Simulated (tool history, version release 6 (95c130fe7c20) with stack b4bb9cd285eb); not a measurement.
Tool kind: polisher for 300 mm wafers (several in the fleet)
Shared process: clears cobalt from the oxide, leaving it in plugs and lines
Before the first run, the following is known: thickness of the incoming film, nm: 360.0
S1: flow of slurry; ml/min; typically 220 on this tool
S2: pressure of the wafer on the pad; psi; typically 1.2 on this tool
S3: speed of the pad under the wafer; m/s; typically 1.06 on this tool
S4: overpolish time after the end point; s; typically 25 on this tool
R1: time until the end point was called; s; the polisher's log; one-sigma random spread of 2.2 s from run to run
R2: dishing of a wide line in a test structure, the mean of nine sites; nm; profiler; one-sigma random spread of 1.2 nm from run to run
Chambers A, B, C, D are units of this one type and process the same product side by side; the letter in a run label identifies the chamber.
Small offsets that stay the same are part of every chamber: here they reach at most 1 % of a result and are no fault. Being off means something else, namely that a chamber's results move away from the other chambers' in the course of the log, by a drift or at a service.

run 1D hour=6.2 | S1=220 S2=1.2 S3=1.06 S4=25 | R1=113.610 R2=53.738
run 2C hour=10.9 | S1=220 S2=1.2 S3=1.06 S4=25 | R1=122.080 R2=52.738
run 3A hour=17.3 | S1=220 S2=1.2 S3=1.06 S4=25 | R1=118.360 R2=53.427
run 4B hour=23.3 | S1=220 S2=1.2 S3=1.06 S4=25 | R1=120.130 R2=52.818
-- hour=27.0 chamber B: slurry nozzle cleaned
run 5A hour=28.1 | S1=220 S2=1.2 S3=1.06 S4=25 | R1=119.360 R2=51.083
-- hour=28.4 chamber A: worn pad replaced by a new one
run 6D hour=37.2 | S1=220 S2=1.2 S3=1.06 S4=25 | R1=121.360 R2=51.217
-- hour=39.6 chamber C: head pressure recalibrated
run 7C hour=42.4 | S1=220 S2=1.2 S3=1.06 S4=25 | R1=121.440 R2=53.058
-- hour=44.2 chamber C: worn pad replaced by a new one
run 8B hour=50.0 | S1=220 S2=1.2 S3=1.06 S4=25 | R1=116.720 R2=53.161
run 9C hour=57.7 | S1=220 S2=1.2 S3=1.06 S4=25 | R1=118.560 R2=53.268
run 10D hour=61.7 | S1=220 S2=1.2 S3=1.06 S4=25 | R1=118.120 R2=54.913
run 11B hour=69.3 | S1=220 S2=1.2 S3=1.06 S4=25 | R1=116.810 R2=52.154
run 12A hour=73.6 | S1=220 S2=1.2 S3=1.06 S4=25 | R1=118.290 R2=54.955
run 13D hour=81.1 | S1=220 S2=1.2 S3=1.06 S4=25 | R1=116.340 R2=52.205
run 14B hour=85.5 | S1=220 S2=1.2 S3=1.06 S4=25 | R1=118.040 R2=50.749
-- hour=87.4 chamber B: head pressure recalibrated
run 15A hour=91.8 | S1=220 S2=1.2 S3=1.06 S4=25 | R1=118.080 R2=53.526
run 16C hour=98.7 | S1=220 S2=1.2 S3=1.06 S4=25 | R1=121.500 R2=53.069
-- hour=100.4 chamber D: worn pad replaced by a new one
run 17A hour=107.9 | S1=220 S2=1.2 S3=1.06 S4=25 | R1=118.130 R2=53.635
-- hour=108.5 chamber A: slurry nozzle cleaned
-- hour=109.6 chamber C: worn pad replaced by a new one
run 18B hour=115.0 | S1=220 S2=1.2 S3=1.06 S4=25 | R1=116.910 R2=53.949
run 19D hour=120.8 | S1=220 S2=1.2 S3=1.06 S4=25 | R1=122.980 R2=55.594
run 20C hour=124.9 | S1=220 S2=1.2 S3=1.06 S4=25 | R1=121.510 R2=51.971
-- hour=128.9 chamber B: worn pad replaced by a new one
run 21B hour=132.7 | S1=220 S2=1.2 S3=1.06 S4=25 | R1=114.450 R2=52.381
run 22A hour=138.0 | S1=220 S2=1.2 S3=1.06 S4=25 | R1=118.610 R2=52.227
run 23C hour=145.6 | S1=220 S2=1.2 S3=1.06 S4=25 | R1=121.180 R2=54.333
run 24D hour=153.9 | S1=220 S2=1.2 S3=1.06 S4=25 | R1=120.380 R2=52.926
run 25A hour=159.9 | S1=220 S2=1.2 S3=1.06 S4=25 | R1=117.840 R2=54.646
run 26C hour=168.7 | S1=220 S2=1.2 S3=1.06 S4=25 | R1=122.140 R2=52.808
-- hour=171.7 chamber C: worn pad replaced by a new one
run 27B hour=174.7 | S1=220 S2=1.2 S3=1.06 S4=25 | R1=119.390 R2=52.620
run 28D hour=183.8 | S1=220 S2=1.2 S3=1.06 S4=25 | R1=121.490 R2=54.441
run 29D hour=191.2 | S1=220 S2=1.2 S3=1.06 S4=25 | R1=122.990 R2=54.163
run 30A hour=195.7 | S1=220 S2=0.9 S3=1.06 S4=25 | R1=158.380 R2=43.883
-- hour=196.9 chamber A: worn pad replaced by a new one
run 31C hour=204.7 | S1=220 S2=0.9 S3=1.06 S4=25 | R1=159.070 R2=43.909
-- hour=206.1 chamber D: slurry nozzle cleaned
run 32B hour=213.3 | S1=220 S2=0.9 S3=1.06 S4=25 | R1=151.390 R2=42.551
-- hour=214.9 chamber D: worn pad replaced by a new one
run 33A hour=219.1 | S1=220 S2=0.9 S3=1.06 S4=25 | R1=155.050 R2=42.805
run 34D hour=226.6 | S1=220 S2=1.2 S3=1.06 S4=25 | R1=118.090 R2=53.165
run 35C hour=231.1 | S1=220 S2=1.2 S3=1.06 S4=25 | R1=122.880 R2=53.542
-- hour=234.2 chamber C: worn pad replaced by a new one
run 36B hour=237.4 | S1=220 S2=1.2 S3=1.06 S4=25 | R1=116.060 R2=53.835
run 37D hour=244.0 | S1=220 S2=1.2 S3=1.06 S4=25 | R1=116.950 R2=52.617
run 38B hour=251.5 | S1=220 S2=1.2 S3=1.06 S4=25 | R1=118.600 R2=51.404
run 39A hour=257.9 | S1=220 S2=1.2 S3=1.06 S4=25 | R1=117.780 R2=54.279
run 40C hour=265.4 | S1=275 S2=1.2 S3=0.94 S4=25 | R1=130.040 R2=47.813
run 41C hour=274.2 | S1=275 S2=1.2 S3=0.94 S4=25 | R1=132.970 R2=49.805

Decide between three cases: one chamber stands off from its peers, the gauge reading all wafers drifts, or nothing is wrong past each chamber's small offset. Where a chamber is off, say which and what most likely put it there.

Nothing is wrong: each chamber keeps only its own small, steady offset and the gauge holds still.
